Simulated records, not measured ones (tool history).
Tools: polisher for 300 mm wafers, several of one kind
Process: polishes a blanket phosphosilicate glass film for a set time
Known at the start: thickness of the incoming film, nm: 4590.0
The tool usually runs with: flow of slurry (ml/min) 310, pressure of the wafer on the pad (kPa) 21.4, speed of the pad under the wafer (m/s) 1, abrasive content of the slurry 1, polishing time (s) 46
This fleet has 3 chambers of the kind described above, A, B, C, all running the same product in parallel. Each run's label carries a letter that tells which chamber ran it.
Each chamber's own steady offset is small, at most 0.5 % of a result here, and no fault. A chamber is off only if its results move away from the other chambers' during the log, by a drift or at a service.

| run | day | flow of slurry (ml/min) | pressure of the wafer on the pad (kPa) | speed of the pad under the wafer (m/s) | abrasive content of the slurry | polishing time (s) | film removed (nm) |
|---|---|---|---|---|---|---|---|
| 1A | 0.308 | 310 | 21.4 | 1 | 1 | 46 | 397.28 |
| 2B | 0.533 | 310 | 21.4 | 1 | 1 | 46 | 396.14 |
| 3C | 0.771 | 310 | 21.4 | 1 | 1 | 46 | 395.57 |
|  | 0.871 | chamber A: worn pad replaced by a new one |
|  | 0.942 | chamber C: conditioning disc replaced and pad reconditioned |
| 4A | 1.067 | 310 | 21.4 | 1 | 1 | 46 | 396.16 |
| 5C | 1.454 | 310 | 21.4 | 1 | 1 | 46 | 394.66 |
| 6B | 1.825 | 310 | 21.4 | 1 | 1 | 46 | 398.46 |
|  | 1.846 | chamber C: worn pad replaced by a new one |
|  | 2.067 | chamber B: slurry blender recalibrated |
| 7C | 2.167 | 310 | 21.4 | 1 | 1 | 46 | 400.41 |
| 8B | 2.462 | 310 | 21.4 | 1 | 1 | 46 | 399.6 |
|  | 2.525 | chamber A: head pressure recalibrated |
| 9A | 2.796 | 310 | 21.4 | 1 | 1 | 46 | 398.14 |
| 10A | 3.183 | 310 | 24.1 | 1 | 1 | 55 | 536.61 |
| 11C | 3.383 | 310 | 24.1 | 1 | 1 | 55 | 555.11 |
|  | 3.625 | chamber A: slurry nozzle cleaned |
|  | 3.658 | chamber B: worn pad replaced by a new one |
| 12B | 3.667 | 310 | 24.1 | 1 | 1 | 55 | 537.39 |
| 13B | 4 | 310 | 21.4 | 1 | 1 | 46 | 394.85 |
| 14C | 4.271 | 310 | 21.4 | 1 | 1 | 46 | 415.16 |
|  | 4.3 | chamber A: worn pad replaced by a new one |
|  | 4.512 | chamber C: worn pad replaced by a new one |
| 15A | 4.521 | 310 | 21.4 | 1 | 1 | 46 | 397.18 |
| 16A | 4.821 | 310 | 21.4 | 1 | 1 | 46 | 398.98 |
| 17B | 5.196 | 310 | 21.4 | 1 | 1 | 46 | 400.71 |
| 18C | 5.412 | 310 | 21.4 | 1 | 1 | 46 | 416.13 |
| 19C | 5.633 | 310 | 21.4 | 1 | 1 | 32 | 290.39 |
| 20B | 5.912 | 310 | 21.4 | 1 | 1 | 32 | 274.79 |
|  | 6.229 | chamber C: slurry blender recalibrated |
| 21A | 6.308 | 310 | 21.4 | 1 | 1 | 32 | 278.2 |
| 22B | 6.7 | 310 | 21.4 | 1 | 1 | 46 | 403.76 |
|  | 6.892 | chamber B: slurry nozzle cleaned |
|  | 6.917 | chamber C: worn pad replaced by a new one |
|  | 7.038 | chamber B: conditioning disc replaced and pad reconditioned |
| 23C | 7.096 | 310 | 21.4 | 1 | 1 | 46 | 422.66 |
|  | 7.179 | chamber B: slurry blender recalibrated |
| 24A | 7.379 | 310 | 21.4 | 1 | 1 | 46 | 389.45 |
|  | 7.412 | chamber A: slurry blender recalibrated |
| 25C | 7.721 | 310 | 21.4 | 1 | 1 | 46 | 419.47 |
|  | 7.8 | chamber A: worn pad replaced by a new one |
| 26B | 8.054 | 310 | 15.9 | 1 | 1.25 | 46 | 325.47 |
|  | 8.067 | chamber C: slurry nozzle cleaned |
| 27A | 8.233 | 310 | 15.9 | 1 | 1.25 | 46 | 329.94 |
| 28B | 8.488 | 310 | 15.9 | 1 | 1.25 | 46 | 326.66 |
| 29A | 8.771 | 310 | 21.4 | 1 | 1 | 46 | 395.27 |
| 30C | 9.154 | 310 | 21.4 | 1 | 1 | 46 | 435.68 |
|  | 9.304 | chamber C: worn pad replaced by a new one |
| 31C | 9.371 | 310 | 21.4 | 1 | 1 | 46 | 430.12 |
|  | 9.571 | chamber B: worn pad replaced by a new one |
| 32A | 9.771 | 310 | 21.4 | 1.14 | 1 | 58 | 562.06 |
| 33B | 10.071 | 310 | 21.4 | 1.14 | 1 | 58 | 565.56 |
| 34A | 10.442 | 310 | 21.4 | 1.14 | 1 | 58 | 549.53 |
| 35C | 10.812 | 310 | 21.4 | 1 | 1 | 46 | 443.57 |
| 36B | 11.2 | 310 | 21.4 | 1 | 1 | 46 | 401.06 |
| 37B | 11.404 | 310 | 21.4 | 0.84 | 0.75 | 46 | 304.35 |
|  | 11.517 | chamber C: worn pad replaced by a new one |
| 38A | 11.621 | 310 | 21.4 | 0.84 | 0.75 | 46 | 303.13 |
| 39C | 11.971 | 310 | 21.4 | 0.84 | 0.75 | 46 | 325.54 |
|  | 12.117 | chamber A: worn pad replaced by a new one |
| 40A | 12.25 | 310 | 21.4 | 1 | 1 | 46 | 400.95 |
| 41B | 12.604 | 310 | 21.4 | 1 | 1 | 46 | 394.76 |
| 42C | 12.883 | 310 | 21.4 | 1 | 1 | 46 | 446.16 |

Each of the 3 chambers runs these same settings next. Fill in every chamber's results:
| 43A | 13.175 | 310 | 21.4 | 1 | 1 | 54 | ? |
| 43B | 13.175 | 310 | 21.4 | 1 | 1 | 54 | ? |
| 43C | 13.175 | 310 | 21.4 | 1 | 1 | 54 | ? |

| run | film removed (nm) |
|---|---|
| 43A | 469.66 |
| 43B | 462.57 |
| 43C | 515.59 |
